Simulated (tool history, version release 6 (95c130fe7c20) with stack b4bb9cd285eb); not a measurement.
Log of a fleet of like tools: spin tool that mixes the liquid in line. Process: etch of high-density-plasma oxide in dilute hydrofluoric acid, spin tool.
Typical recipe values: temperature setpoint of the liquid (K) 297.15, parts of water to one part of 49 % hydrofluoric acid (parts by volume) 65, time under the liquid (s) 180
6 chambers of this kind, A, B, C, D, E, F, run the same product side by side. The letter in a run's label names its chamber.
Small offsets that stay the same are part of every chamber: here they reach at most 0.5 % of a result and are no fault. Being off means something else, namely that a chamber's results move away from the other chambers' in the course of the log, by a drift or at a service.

run	hour	temperature setpoint of the liquid (K)	parts of water to one part of 49 % hydrofluoric acid (parts by volume)	time under the liquid (s)	read-back film thickness of the high-density-plasma oxide reference wafer, read on the same gauge (nm)	thickness taken off the high-density-plasma oxide on a monitor wafer (Å)
1F	14.9	297.15	65	180	89.997	181.510
2E	28.9	297.15	65	180	90.011	182.770
3B	42.5	297.15	65	180	90.011	179.830
4A	52.9	297.15	65	180	90.002	178.600
5C	64.9	297.15	65	180	89.989	177.800
6D	72.4	297.15	65	180	90.002	180.990
7A	79.9	297.15	65	180	89.991	180.010
8D	91.4	297.15	65	180	90.004	179.750
9B	100.2	297.15	65	180	90.001	178.570
10C	110.9	297.15	65	180	90.002	180.130
11E	126.5	297.15	65	180	89.980	180.810
12F	136.8	297.15	65	180	90.007	180.600
# hour 143.8: chamber C: hydrofluoric acid flow meter replaced
13F	144.5	297.15	65	180	90.003	181.360
14E	158.8	297.15	65	180	90.004	179.800
15D	165.9	297.15	65	180	89.993	181.710
16A	174.5	297.15	65	180	90.001	179.830
17C	189.1	297.15	65	180	90.017	181.320
18B	203.2	297.15	65	180	89.982	180.160
19B	218.0	297.15	65	180	90.007	178.550
20A	232.3	297.15	65	180	90.016	179.550
21D	247.3	297.15	65	180	89.987	175.900
22F	258.9	297.15	65	80	89.987	80.778
23C	275.0	297.15	65	80	89.998	80.027
24E	283.3	297.15	65	80	90.017	76.610
25A	292.0	297.15	65	80	90.005	80.586
26F	305.7	297.15	65	80	90.003	79.063
27C	320.1	297.15	65	80	89.981	79.985
28E	332.9	297.15	65	180	89.999	175.100
29D	342.4	297.15	65	180	89.994	179.820
30B	353.9	297.15	65	180	89.974	180.270
31D	364.1	297.15	65	180	90.002	176.340
32A	376.9	297.15	65	180	90.005	178.930
33F	387.0	299.15	50	180	89.997	260.650
34B	399.3	299.15	50	180	90.006	258.710
35C	412.7	299.15	50	180	89.995	257.790
36E	425.5	299.15	50	180	90.012	247.670
37D	441.6	299.15	50	180	90.003	258.520
38F	456.5	299.15	50	180	89.993	265.440
39E	464.6	297.15	65	180	90.006	170.140
40B	479.7	297.15	65	180	89.993	180.610
41A	487.0	297.15	65	180	90.029	181.500

Each of the 6 chambers runs these same settings next. Fill in every chamber's results:
42A	498.6	297.15	65	90		?
42B	498.6	297.15	65	90		?
42C	498.6	297.15	65	90		?
42D	498.6	297.15	65	90		?
42E	498.6	297.15	65	90		?
42F	498.6	297.15	65	90		?

run	thickness taken off the high-density-plasma oxide on a monitor wafer (Å)
42A	88.381
42B	87.186
42C	89.679
42D	89.685
42E	82.232
42F	89.973

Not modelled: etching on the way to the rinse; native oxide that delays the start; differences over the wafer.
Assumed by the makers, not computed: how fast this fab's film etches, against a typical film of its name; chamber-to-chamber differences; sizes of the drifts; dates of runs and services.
